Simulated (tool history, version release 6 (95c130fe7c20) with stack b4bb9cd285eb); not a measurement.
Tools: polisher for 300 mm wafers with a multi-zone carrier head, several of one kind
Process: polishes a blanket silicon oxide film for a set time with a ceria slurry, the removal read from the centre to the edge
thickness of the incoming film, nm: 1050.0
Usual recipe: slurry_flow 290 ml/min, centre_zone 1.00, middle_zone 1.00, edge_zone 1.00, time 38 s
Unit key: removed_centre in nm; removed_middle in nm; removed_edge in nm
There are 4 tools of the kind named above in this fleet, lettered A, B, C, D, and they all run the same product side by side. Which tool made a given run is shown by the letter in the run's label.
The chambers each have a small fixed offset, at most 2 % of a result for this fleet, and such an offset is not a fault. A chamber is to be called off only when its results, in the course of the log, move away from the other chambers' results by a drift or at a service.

| run | hour | slurry_flow | centre_zone | middle_zone | edge_zone | time | removed_centre | removed_middle | removed_edge |
|---|---|---|---|---|---|---|---|---|---|
| 1A | 9.2 | 290 | 1.00 | 1.00 | 1.00 | 38 | 205.60 | 201.12 | 205.98 |
|  | 9.5 | chamber A: slurry nozzle cleaned |
| 2B | 19.2 | 290 | 1.00 | 1.00 | 1.00 | 38 | 204.11 | 201.65 | 205.92 |
| 3D | 27.8 | 290 | 1.00 | 1.00 | 1.00 | 38 | 202.78 | 197.83 | 202.35 |
| 4C | 36.7 | 290 | 1.00 | 1.00 | 1.00 | 38 | 207.95 | 206.39 | 207.32 |
|  | 43.2 | chamber B: worn pad replaced by a new one |
| 5A | 47.2 | 290 | 1.00 | 1.00 | 1.00 | 38 | 203.12 | 203.42 | 210.07 |
| 6B | 54.9 | 290 | 1.00 | 1.00 | 1.00 | 38 | 201.51 | 200.05 | 199.38 |
| 7C | 63.8 | 290 | 1.00 | 1.00 | 1.00 | 38 | 206.36 | 204.71 | 206.68 |
| 8D | 73.1 | 290 | 1.07 | 1.00 | 1.00 | 38 | 217.68 | 196.40 | 202.03 |
| 9D | 81.3 | 290 | 1.07 | 1.00 | 1.00 | 38 | 219.77 | 199.37 | 202.84 |
| 10B | 86.3 | 290 | 1.07 | 1.00 | 1.00 | 38 | 217.90 | 202.74 | 201.11 |
| 11A | 96.3 | 290 | 1.07 | 1.00 | 1.00 | 38 | 220.75 | 204.11 | 203.29 |
| 12C | 105.1 | 290 | 1.10 | 1.00 | 1.00 | 38 | 227.60 | 205.97 | 210.40 |
| 13B | 114.9 | 290 | 1.10 | 1.00 | 1.00 | 38 | 221.44 | 199.42 | 201.02 |
| 14A | 120.6 | 290 | 1.10 | 1.00 | 1.00 | 38 | 225.06 | 202.69 | 206.79 |
|  | 125.0 | chamber C: edge zone pressure recalibrated |
| 15C | 130.8 | 290 | 1.10 | 1.00 | 1.00 | 38 | 229.37 | 207.22 | 204.77 |
| 16D | 140.4 | 290 | 1.00 | 1.00 | 1.00 | 38 | 201.63 | 198.31 | 205.92 |
|  | 142.8 | chamber B: worn pad replaced by a new one |
|  | 143.9 | chamber A: worn pad replaced by a new one |
| 17C | 150.6 | 290 | 1.00 | 1.00 | 1.00 | 38 | 208.48 | 203.73 | 204.60 |
|  | 157.4 | chamber B: centre zone pressure recalibrated |
| 18D | 159.2 | 290 | 1.00 | 1.00 | 1.00 | 38 | 200.86 | 198.94 | 200.32 |
| 19A | 166.9 | 290 | 1.00 | 1.00 | 1.00 | 38 | 201.74 | 200.98 | 204.70 |
|  | 168.8 | chamber C: worn pad replaced by a new one |
| 20B | 172.1 | 290 | 1.00 | 1.00 | 1.00 | 38 | 215.19 | 200.26 | 202.64 |
|  | 174.3 | chamber D: worn pad replaced by a new one |
| 21A | 177.5 | 290 | 1.00 | 1.00 | 1.00 | 38 | 205.78 | 200.65 | 201.25 |
| 22C | 183.8 | 290 | 1.00 | 1.00 | 1.00 | 38 | 202.79 | 203.71 | 203.93 |
| 23D | 193.9 | 290 | 1.00 | 1.00 | 1.00 | 38 | 203.50 | 198.89 | 207.11 |
| 24B | 200.4 | 290 | 1.00 | 1.00 | 1.00 | 38 | 212.47 | 204.13 | 206.04 |
| 25D | 206.3 | 255 | 1.00 | 1.00 | 1.00 | 38 | 196.76 | 194.98 | 204.62 |
|  | 207.0 | chamber B: edge zone pressure recalibrated |
| 26B | 213.0 | 255 | 1.00 | 1.00 | 1.00 | 38 | 215.09 | 199.76 | 197.44 |
| 27A | 221.0 | 255 | 1.00 | 1.00 | 1.00 | 38 | 199.84 | 199.74 | 200.00 |
| 28C | 227.5 | 255 | 1.00 | 1.00 | 1.00 | 38 | 202.10 | 204.41 | 201.78 |
| 29A | 234.8 | 290 | 1.00 | 0.93 | 1.09 | 38 | 204.98 | 190.36 | 217.47 |
| 30D | 241.7 | 290 | 1.00 | 0.93 | 1.09 | 38 | 202.41 | 186.32 | 213.32 |
| 31B | 251.6 | 290 | 1.00 | 0.93 | 1.09 | 38 | 215.93 | 188.70 | 216.20 |
|  | 254.5 | chamber B: worn pad replaced by a new one |
| 32C | 259.5 | 290 | 1.00 | 0.93 | 1.09 | 38 | 207.47 | 192.26 | 222.28 |
| 33B | 265.4 | 290 | 1.00 | 1.00 | 1.00 | 38 | 212.63 | 203.85 | 199.50 |
| 34D | 271.8 | 290 | 1.00 | 1.00 | 1.00 | 38 | 200.41 | 197.26 | 204.42 |
|  | 280.3 | chamber B: slurry nozzle cleaned |
| 35A | 281.6 | 290 | 1.00 | 1.00 | 1.00 | 38 | 202.55 | 201.76 | 207.44 |
| 36C | 292.3 | 290 | 1.00 | 1.00 | 1.00 | 38 | 205.09 | 205.63 | 206.57 |
| 37B | 303.0 | 290 | 1.00 | 1.00 | 1.00 | 38 | 215.55 | 201.81 | 202.82 |
| 38C | 309.4 | 290 | 1.00 | 1.00 | 1.00 | 38 | 208.65 | 205.82 | 210.42 |
|  | 315.5 | chamber A: worn pad replaced by a new one |
| 39D | 317.6 | 290 | 1.00 | 1.00 | 1.00 | 38 | 197.25 | 198.27 | 207.56 |
| 40A | 323.7 | 290 | 1.00 | 1.00 | 1.00 | 38 | 206.09 | 202.33 | 206.75 |
| 41D | 334.4 | 290 | 1.00 | 1.00 | 1.00 | 38 | 203.36 | 196.59 | 204.58 |
|  | 336.5 | chamber C: worn pad replaced by a new one |
| 42C | 339.2 | 290 | 1.00 | 1.00 | 1.00 | 38 | 204.33 | 206.10 | 203.23 |

Predict what each chamber gives when all 4 of them run the settings below next.
| 43A | 346.9 | 290 | 1.00 | 1.00 | 1.00 | 50 | ? | ? | ? |
| 43B | 346.9 | 290 | 1.00 | 1.00 | 1.00 | 50 | ? | ? | ? |
| 43C | 346.9 | 290 | 1.00 | 1.00 | 1.00 | 50 | ? | ? | ? |
| 43D | 346.9 | 290 | 1.00 | 1.00 | 1.00 | 50 | ? | ? | ? |

| run | removed_centre | removed_middle | removed_edge |
|---|---|---|---|
| 43A | 263.95 | 264.12 | 266.98 |
| 43B | 283.69 | 266.28 | 267.48 |
| 43C | 272.06 | 268.07 | 275.27 |
| 43D | 262.89 | 259.14 | 269.40 |
